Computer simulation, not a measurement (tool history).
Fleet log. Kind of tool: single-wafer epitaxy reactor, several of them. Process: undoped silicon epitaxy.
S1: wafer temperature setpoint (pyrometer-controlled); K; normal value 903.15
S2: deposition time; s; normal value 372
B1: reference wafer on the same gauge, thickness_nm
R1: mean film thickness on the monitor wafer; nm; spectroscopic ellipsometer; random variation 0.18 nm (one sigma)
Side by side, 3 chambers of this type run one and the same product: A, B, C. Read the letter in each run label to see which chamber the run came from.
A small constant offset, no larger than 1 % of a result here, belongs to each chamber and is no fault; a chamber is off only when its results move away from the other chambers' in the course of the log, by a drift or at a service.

| run | hour | S1 | S2 | B1 | R1 |
|---|---|---|---|---|---|
| 1A | 5.8 | 903.15 | 372 | 39.250 | 40.141 |
| 2C | 10.8 | 903.15 | 372 | 39.236 | 40.151 |
| 3B | 14.2 | 903.15 | 372 | 39.227 | 39.696 |
| 4C | 18.3 | 903.15 | 372 | 39.157 | 40.152 |
| 5A | 25.0 | 903.15 | 372 | 39.208 | 40.107 |
| 6B | 31.6 | 903.15 | 372 | 39.200 | 39.684 |
| 7A | 34.8 | 898.15 | 443 | 39.185 | 42.870 |
| 8B | 38.2 | 898.15 | 443 | 39.220 | 41.805 |
| 9C | 42.8 | 898.15 | 443 | 39.192 | 42.546 |
| 10C | 47.0 | 903.15 | 300 | 39.195 | 32.351 |
| 11A | 51.9 | 903.15 | 300 | 39.211 | 32.679 |
| 12B | 56.6 | 903.15 | 300 | 39.207 | 32.043 |
| 13B | 60.0 | 903.15 | 372 | 39.176 | 39.755 |
| 14A | 66.5 | 903.15 | 372 | 39.221 | 41.076 |
| 15C | 69.6 | 903.15 | 372 | 39.254 | 39.642 |
| 16B | 73.5 | 903.15 | 372 | 39.171 | 39.693 |
| 17C | 79.3 | 903.15 | 372 | 39.198 | 39.981 |
| 18A | 86.1 | 903.15 | 372 | 39.203 | 41.204 |
| 19B | 91.1 | 903.15 | 372 | 39.220 | 39.480 |
| 20A | 95.1 | 903.15 | 372 | 39.168 | 41.233 |
| 21C | 100.8 | 889.15 | 433 | 39.211 | 33.924 |
| 22B | 107.2 | 889.15 | 433 | 39.194 | 33.262 |
| 23C | 113.8 | 889.15 | 433 | 39.185 | 33.766 |

All 3 chambers run these settings next. Forecast each chamber's results:
| 24A | 118.8 | 911.15 | 372 |  | ? |
| 24B | 118.8 | 911.15 | 372 |  | ? |
| 24C | 118.8 | 911.15 | 372 |  | ? |

| run | R1 |
|---|---|
| 24A | 49.778 |
| 24B | 47.529 |
| 24C | 47.984 |
